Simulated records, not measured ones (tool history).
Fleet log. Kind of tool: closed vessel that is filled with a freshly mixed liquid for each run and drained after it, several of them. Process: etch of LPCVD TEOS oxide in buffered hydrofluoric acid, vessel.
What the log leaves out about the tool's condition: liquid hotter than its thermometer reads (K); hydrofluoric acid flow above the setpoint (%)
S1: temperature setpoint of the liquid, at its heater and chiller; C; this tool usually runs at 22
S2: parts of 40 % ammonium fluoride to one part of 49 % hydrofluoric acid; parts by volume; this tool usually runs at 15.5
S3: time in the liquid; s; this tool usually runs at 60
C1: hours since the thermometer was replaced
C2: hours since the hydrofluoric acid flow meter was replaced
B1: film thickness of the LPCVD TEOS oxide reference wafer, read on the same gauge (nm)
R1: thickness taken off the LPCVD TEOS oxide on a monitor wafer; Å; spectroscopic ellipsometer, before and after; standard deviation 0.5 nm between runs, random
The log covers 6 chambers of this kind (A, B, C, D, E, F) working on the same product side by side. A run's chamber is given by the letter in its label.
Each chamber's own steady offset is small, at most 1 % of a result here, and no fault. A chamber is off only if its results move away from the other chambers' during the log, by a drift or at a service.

| run | hour | S1 | S2 | S3 | C1 | C2 | B1 | R1 |
|---|---|---|---|---|---|---|---|---|
| 1C | 7.4 | 22 | 15.5 | 60 | 190.6 | 380.6 | 30.000 | 900.03 |
| 2E | 17.0 | 22 | 15.5 | 60 | 529.0 | 1243.0 | 30.003 | 892.15 |
| 3B | 26.5 | 22 | 15.5 | 60 | 1021.4 | 753.6 | 29.997 | 892.47 |
| 4A | 33.7 | 22 | 15.5 | 60 | 661.5 | 251.4 | 29.989 | 885.04 |
| 5D | 42.8 | 22 | 15.5 | 60 | 1803.7 | 652.7 | 30.039 | 902.02 |
| 6F | 52.5 | 22 | 15.5 | 60 | 727.3 | 309.4 | 29.984 | 907.61 |
| 7D | 60.6 | 22 | 15.5 | 60 | 1821.5 | 670.5 | 29.990 | 894.30 |
| 8C | 69.3 | 24 | 15.5 | 35 | 252.5 | 442.5 | 29.976 | 577.49 |
| 9F | 74.1 | 24 | 15.5 | 35 | 748.9 | 331.0 | 30.003 | 586.14 |
| 10A | 81.1 | 24 | 15.5 | 35 | 708.9 | 298.8 | 29.994 | 581.14 |
| 11E | 85.3 | 24 | 15.5 | 35 | 597.3 | 1311.3 | 30.016 | 576.48 |
| 12B | 92.2 | 24 | 15.5 | 35 | 1087.1 | 819.3 | 30.005 | 584.39 |
| 13E | 101.7 | 24 | 15.5 | 35 | 613.7 | 1327.7 | 30.040 | 588.67 |
| 14A | 108.9 | 22 | 15.5 | 60 | 736.7 | 326.6 | 30.003 | 892.44 |
| 15F | 117.1 | 22 | 15.5 | 60 | 791.9 | 374.0 | 29.981 | 892.91 |
| 16B | 122.2 | 22 | 15.5 | 60 | 1117.1 | 849.3 | 29.989 | 908.39 |
| 17C | 130.7 | 22 | 15.5 | 60 | 313.9 | 503.9 | 30.015 | 892.33 |
| 18D | 138.7 | 22 | 13.5 | 60 | 1899.6 | 748.6 | 30.004 | 1026.50 |
| 19F | 145.8 | 22 | 13.5 | 60 | 820.6 | 402.7 | 29.978 | 1035.40 |
| 20C | 151.3 | 22 | 13.5 | 60 | 334.5 | 524.5 | 29.988 | 1036.00 |
|  | 156.4 | chamber F: hydrofluoric acid flow meter replaced |
| 21B | 156.9 | 22 | 13.5 | 60 | 1151.8 | 884.0 | 29.991 | 1043.30 |
| 22D | 163.0 | 22 | 13.5 | 60 | 1923.9 | 772.9 | 30.008 | 1024.90 |
|  | 167.2 | chamber A: hydrofluoric acid flow meter replaced |
| 23E | 168.7 | 22 | 13.5 | 60 | 680.7 | 1394.7 | 29.984 | 1026.40 |
| 24A | 176.4 | 22 | 15.5 | 60 | 804.2 | 9.2 | 30.027 | 902.04 |
| 25E | 184.9 | 22 | 15.5 | 60 | 696.9 | 1410.9 | 29.978 | 896.59 |
| 26D | 189.9 | 20 | 15.5 | 60 | 1950.8 | 799.8 | 30.022 | 796.56 |
| 27C | 197.3 | 20 | 15.5 | 60 | 380.5 | 570.5 | 30.025 | 799.44 |
| 28A | 206.8 | 20 | 15.5 | 60 | 834.6 | 39.6 | 30.017 | 800.81 |
| 29B | 213.8 | 20 | 15.5 | 60 | 1208.7 | 940.9 | 30.019 | 829.75 |
| 30F | 218.0 | 20 | 15.5 | 60 | 892.8 | 61.6 | 30.012 | 810.67 |
| 31D | 227.4 | 20 | 15.5 | 60 | 1988.3 | 837.3 | 30.006 | 801.40 |
| 32C | 235.7 | 22 | 15.5 | 60 | 418.9 | 608.9 | 30.013 | 898.83 |
| 33E | 241.5 | 22 | 15.5 | 60 | 753.5 | 1467.5 | 29.984 | 902.82 |
| 34B | 249.5 | 22 | 15.5 | 60 | 1244.4 | 976.6 | 29.998 | 929.19 |
| 35A | 254.8 | 22 | 15.5 | 60 | 882.6 | 87.6 | 30.019 | 895.44 |
| 36F | 263.4 | 22 | 15.5 | 60 | 938.2 | 107.0 | 29.977 | 896.10 |
| 37E | 268.6 | 22 | 15.5 | 60 | 780.6 | 1494.6 | 30.039 | 891.59 |
| 38A | 277.8 | 22 | 15.5 | 60 | 905.6 | 110.6 | 29.994 | 897.96 |
| 39B | 283.6 | 22 | 15.5 | 60 | 1278.5 | 1010.7 | 29.998 | 944.99 |
| 40F | 292.5 | 22 | 15.5 | 60 | 967.3 | 136.1 | 30.002 | 893.09 |
|  | 296.6 | chamber D: thermometer replaced |
| 41D | 298.1 | 22 | 20.5 | 40 | 1.5 | 908.0 | 30.017 | 455.73 |
| 42C | 305.2 | 22 | 20.5 | 40 | 488.4 | 678.4 | 29.987 | 454.17 |

Read the log: is a single chamber off, either drifting away or since a service, is the gauge that measures every chamber drifting, or is nothing wrong beyond small per-chamber offsets? Name any odd chamber and what most likely caused it.

One chamber, B, drifts off from the rest bit by bit.
What lies behind it: liquid hotter than its thermometer reads (K) = 1.24.
Not necessarily distinguishable in this log from: hydrofluoric acid flow above the setpoint (%).

Chamber B could run next with any of the 4 candidate recipes listed below; each alters the usual settings, and their results appear as question marks. Which one brings its results back in line with what the other chambers deliver on the usual settings?
Allowed miss from the other chambers' usual-settings mean, per result, to count as in line: R1 18.00 Å
| 43B-1 | 312.1 | 22.0 | 16.5 | 60 |  |  |  | ? |
| 43B-2 | 312.1 | 22.5 | 15.5 | 60 |  |  |  | ? |
| 43B-3 | 312.1 | 22.0 | 16.0 | 60 |  |  |  | ? |
| 43B-4 | 312.1 | 22.0 | 14.5 | 60 |  |  |  | ? |

Mean of the other chambers on the usual settings: R1 896.57 Å
| run | R1 |
|---|---|
| 43B-1 | 898.86 |
| 43B-2 | 982.45 |
| 43B-3 | 926.50 |
| 43B-4 | 1020.60 |
With 43B-1, the chamber falls back in line with the rest.
